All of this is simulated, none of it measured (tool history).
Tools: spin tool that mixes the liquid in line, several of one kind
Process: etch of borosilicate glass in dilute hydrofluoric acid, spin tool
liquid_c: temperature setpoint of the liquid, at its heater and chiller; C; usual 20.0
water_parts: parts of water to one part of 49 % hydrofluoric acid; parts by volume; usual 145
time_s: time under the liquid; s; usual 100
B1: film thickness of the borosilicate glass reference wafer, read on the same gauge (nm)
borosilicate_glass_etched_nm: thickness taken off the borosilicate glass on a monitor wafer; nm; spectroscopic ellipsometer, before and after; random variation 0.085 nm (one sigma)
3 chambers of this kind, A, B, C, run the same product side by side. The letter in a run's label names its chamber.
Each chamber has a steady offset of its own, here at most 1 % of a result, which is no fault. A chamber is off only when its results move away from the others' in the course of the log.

Run 1A, day 0.108: usual settings; B1 79.983. Result: borosilicate_glass_etched_nm 13.7210 nm.
Run 2C, day 0.333: usual settings; B1 80.004. Result: borosilicate_glass_etched_nm 13.8490 nm.
At day 0.371: chamber C: hydrofluoric acid flow meter replaced.
Run 3B, day 0.446: usual settings; B1 79.977. Result: borosilicate_glass_etched_nm 13.8780 nm.
Run 4B, day 0.608: usual settings; B1 80.001. Result: borosilicate_glass_etched_nm 13.7270 nm.
Run 5C, day 0.800: usual settings; B1 80.019. Result: borosilicate_glass_etched_nm 13.8410 nm.
Run 6A, day 1.021: usual settings; B1 79.982. Result: borosilicate_glass_etched_nm 13.8700 nm.
Run 7A, day 1.138: usual settings; B1 79.990. Result: borosilicate_glass_etched_nm 13.8160 nm.
Run 8B, day 1.300: usual settings; B1 80.025. Result: borosilicate_glass_etched_nm 13.7530 nm.
Run 9C, day 1.500: usual settings; B1 80.020. Result: borosilicate_glass_etched_nm 13.7430 nm.
Run 10A, day 1.675: usual settings; B1 80.004. Result: borosilicate_glass_etched_nm 13.5280 nm.
At day 1.812: chamber A: thermometer replaced.
Run 11B, day 1.867: usual settings; B1 80.018. Result: borosilicate_glass_etched_nm 13.9480 nm.
Run 12C, day 2.038: usual settings but liquid_c 17.5 C, water_parts 100 parts by volume; B1 80.022. Result: borosilicate_glass_etched_nm 18.4190 nm.
Run 13B, day 2.262: usual settings but liquid_c 17.5 C, water_parts 100 parts by volume; B1 79.979. Result: borosilicate_glass_etched_nm 19.0010 nm.
Run 14C, day 2.408: usual settings but liquid_c 17.5 C, water_parts 100 parts by volume; B1 79.999. Result: borosilicate_glass_etched_nm 18.2660 nm.
Run 15A, day 2.617: usual settings but water_parts 90 parts by volume; B1 79.995. Result: borosilicate_glass_etched_nm 23.6940 nm.
Run 16A, day 2.738: usual settings but water_parts 90 parts by volume; B1 80.009. Result: borosilicate_glass_etched_nm 23.7370 nm.
Run 17C, day 2.842: usual settings but water_parts 90 parts by volume; B1 80.007. Result: borosilicate_glass_etched_nm 22.5370 nm.
Run 18B, day 3.025: usual settings; B1 79.980. Result: borosilicate_glass_etched_nm 13.8840 nm.
Run 19C, day 3.196: usual settings; B1 80.022. Result: borosilicate_glass_etched_nm 13.2420 nm.
Run 20A, day 3.379: usual settings; B1 79.998. Result: borosilicate_glass_etched_nm 13.7010 nm.
Run 21B, day 3.521: usual settings but water_parts 85 parts by volume, time_s 80 s; B1 80.018. Result: borosilicate_glass_etched_nm 20.1000 nm.
Run 22C, day 3.654: usual settings but water_parts 85 parts by volume, time_s 80 s; B1 80.010. Result: borosilicate_glass_etched_nm 19.2290 nm.
Run 23B, day 3.854: usual settings but water_parts 85 parts by volume, time_s 80 s; B1 79.996. Result: borosilicate_glass_etched_nm 20.3660 nm.
Run 24A, day 4.038: usual settings but liquid_c 24.5 C; B1 80.017. Result: borosilicate_glass_etched_nm 16.6530 nm.
Run 25A, day 4.188: usual settings but liquid_c 24.5 C; B1 80.005. Result: borosilicate_glass_etched_nm 16.4150 nm.
Run 26B, day 4.325: usual settings but liquid_c 24.5 C; B1 79.991. Result: borosilicate_glass_etched_nm 16.4020 nm.

Next, every chamber runs the same settings. What will each give?
Run 27A, day 4.496: usual settings but time_s 70 s. Result: borosilicate_glass_etched_nm ?.
Run 27B, day 4.496: usual settings but time_s 70 s. Result: borosilicate_glass_etched_nm ?.
Run 27C, day 4.496: usual settings but time_s 70 s. Result: borosilicate_glass_etched_nm ?.

run  borosilicate_glass_etched_nm
27A                        9.5435
27B                        9.7440
27C                        9.0876

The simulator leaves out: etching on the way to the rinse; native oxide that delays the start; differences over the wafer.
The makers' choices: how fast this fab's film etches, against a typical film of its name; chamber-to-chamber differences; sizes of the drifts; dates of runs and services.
